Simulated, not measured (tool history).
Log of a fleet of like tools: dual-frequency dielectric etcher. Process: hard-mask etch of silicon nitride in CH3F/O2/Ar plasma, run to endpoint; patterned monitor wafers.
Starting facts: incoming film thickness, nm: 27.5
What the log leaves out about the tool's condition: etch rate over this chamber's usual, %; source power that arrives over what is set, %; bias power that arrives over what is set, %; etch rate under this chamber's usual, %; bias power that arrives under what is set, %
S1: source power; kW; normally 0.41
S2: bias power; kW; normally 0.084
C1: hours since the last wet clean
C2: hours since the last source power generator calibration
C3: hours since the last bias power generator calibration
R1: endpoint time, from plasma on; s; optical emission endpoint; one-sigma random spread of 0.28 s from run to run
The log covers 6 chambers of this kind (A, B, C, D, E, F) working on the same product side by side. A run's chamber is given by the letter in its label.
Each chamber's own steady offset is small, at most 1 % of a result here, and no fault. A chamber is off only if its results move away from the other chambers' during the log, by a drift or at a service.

run 1B hour=7 | S1=0.41 S2=0.084 | C1=16.5 C2=933.9 C3=1882.2 | R1=37.541
run 2A hour=12.1 | S1=0.41 S2=0.084 | C1=350.7 C2=1389.1 C3=4229.4 | R1=37.623
run 3F hour=19 | S1=0.41 S2=0.084 | C1=367.5 C2=1075.1 C3=1127.3 | R1=37.133
run 4D hour=24 | S1=0.41 S2=0.084 | C1=202.7 C2=521.6 C3=1584.8 | R1=36.972
run 5C hour=29.8 | S1=0.41 S2=0.084 | C1=358.4 C2=1034.8 C3=1538.4 | R1=36.875
run 6E hour=34.9 | S1=0.32 S2=0.084 | C1=264.2 C2=1010.7 C3=1357.3 | R1=40.593
run 7C hour=42.7 | S1=0.32 S2=0.084 | C1=371.3 C2=1047.7 C3=1551.3 | R1=41.199
run 8A hour=47.1 | S1=0.32 S2=0.084 | C1=385.7 C2=1424.1 C3=4264.4 | R1=41.397
run 9D hour=54.1 | S1=0.32 S2=0.084 | C1=232.8 C2=551.7 C3=1614.9 | R1=41.045
run 10B hour=59.8 | S1=0.32 S2=0.084 | C1=69.3 C2=986.7 C3=1935 | R1=40.967
-- hour=63.8 chamber C: wet clean of the chamber
run 11F hour=66.5 | S1=0.32 S2=0.084 | C1=415 C2=1122.6 C3=1174.8 | R1=41.091
run 12E hour=73.3 | S1=0.41 S2=0.084 | C1=302.6 C2=1049.1 C3=1395.7 | R1=37.009
run 13E hour=78.1 | S1=0.41 S2=0.084 | C1=307.4 C2=1053.9 C3=1400.5 | R1=36.341
run 14A hour=86.2 | S1=0.41 S2=0.084 | C1=424.8 C2=1463.2 C3=4303.5 | R1=37.738
run 15C hour=91.1 | S1=0.33 S2=0.071 | C1=27.4 C2=1096.1 C3=1599.7 | R1=43.236
run 16B hour=95.7 | S1=0.33 S2=0.071 | C1=105.2 C2=1022.6 C3=1970.9 | R1=42.989
run 17D hour=101.4 | S1=0.33 S2=0.071 | C1=280.1 C2=599 C3=1662.2 | R1=42.744
run 18F hour=108.8 | S1=0.33 S2=0.071 | C1=457.3 C2=1164.9 C3=1217.1 | R1=43.112
run 19E hour=114.8 | S1=0.33 S2=0.071 | C1=344.1 C2=1090.6 C3=1437.2 | R1=43.064
-- hour=116.2 chamber F: wet clean of the chamber
-- hour=118.8 chamber A: bias power generator calibrated
run 20A hour=120.7 | S1=0.33 S2=0.071 | C1=459.3 C2=1497.7 C3=2 | R1=42.097
run 21B hour=125 | S1=0.41 S2=0.084 | C1=134.5 C2=1051.9 C3=2000.2 | R1=37.629
run 22C hour=131.9 | S1=0.41 S2=0.084 | C1=68.2 C2=1136.9 C3=1640.5 | R1=37.571
run 23D hour=137.8 | S1=0.41 S2=0.084 | C1=316.5 C2=635.4 C3=1698.6 | R1=37.33
run 24F hour=142.8 | S1=0.41 S2=0.084 | C1=26.6 C2=1198.9 C3=1251.1 | R1=37.551
run 25D hour=150.5 | S1=0.41 S2=0.084 | C1=329.2 C2=648.1 C3=1711.3 | R1=37.045
run 26A hour=158.2 | S1=0.41 S2=0.084 | C1=496.8 C2=1535.2 C3=39.5 | R1=37.314
run 27B hour=163.9 | S1=0.41 S2=0.084 | C1=173.4 C2=1090.8 C3=2039.1 | R1=37.689
run 28C hour=170.4 | S1=0.47 S2=0.084 | C1=106.7 C2=1175.4 C3=1679 | R1=35.501
run 29E hour=177.1 | S1=0.47 S2=0.084 | C1=406.4 C2=1152.9 C3=1499.5 | R1=36.252
run 30F hour=184.1 | S1=0.47 S2=0.084 | C1=67.9 C2=1240.2 C3=1292.4 | R1=35.647
run 31E hour=190.5 | S1=0.47 S2=0.084 | C1=419.8 C2=1166.3 C3=1512.9 | R1=36.561
run 32A hour=196.5 | S1=0.47 S2=0.084 | C1=535.1 C2=1573.5 C3=77.8 | R1=34.552
run 33B hour=202.8 | S1=0.47 S2=0.084 | C1=212.3 C2=1129.7 C3=2078 | R1=35.253
run 34F hour=208.7 | S1=0.34 S2=0.084 | C1=92.5 C2=1264.8 C3=1317 | R1=40.061
run 35C hour=213.8 | S1=0.34 S2=0.084 | C1=150.1 C2=1218.8 C3=1722.4 | R1=39.633
run 36D hour=217.6 | S1=0.34 S2=0.084 | C1=396.3 C2=715.2 C3=1778.4 | R1=39.761
run 37B hour=223.5 | S1=0.34 S2=0.084 | C1=233 C2=1150.4 C3=2098.7 | R1=40.087

Decide between three cases: one chamber stands off from its peers, the gauge reading all wafers drifts, or nothing is wrong past each chamber's small offset. Where a chamber is off, say which and what most likely put it there.

One chamber, E, drifts off from the rest bit by bit.
Most likely cause: etch rate under this chamber's usual, % = 5.24.

Below are 4 candidate recipes for chamber E's next run, each the usual settings with a change, their results shown as question marks. Which of them brings E's results back in line with what the other chambers give on the usual settings?
In line here means within this much of the mean the other chambers give on the usual settings: R1 0.99 s
run 38E-1 hour=229.3 | S1=0.47 S2=0.095 | R1=?
run 38E-2 hour=229.3 | S1=0.44 S2=0.09 | R1=?
run 38E-3 hour=229.3 | S1=0.38 S2=0.078 | R1=?
run 38E-4 hour=229.3 | S1=0.32 S2=0.084 | R1=?

What the other chambers average on the usual settings: R1 37.278 s
run=38E-1 R1=35.58
run=38E-2 R1=37.182
run=38E-3 R1=41.327
run=38E-4 R1=42.947
The right change is 38E-2: it brings the chamber back within the allowed miss of the others.
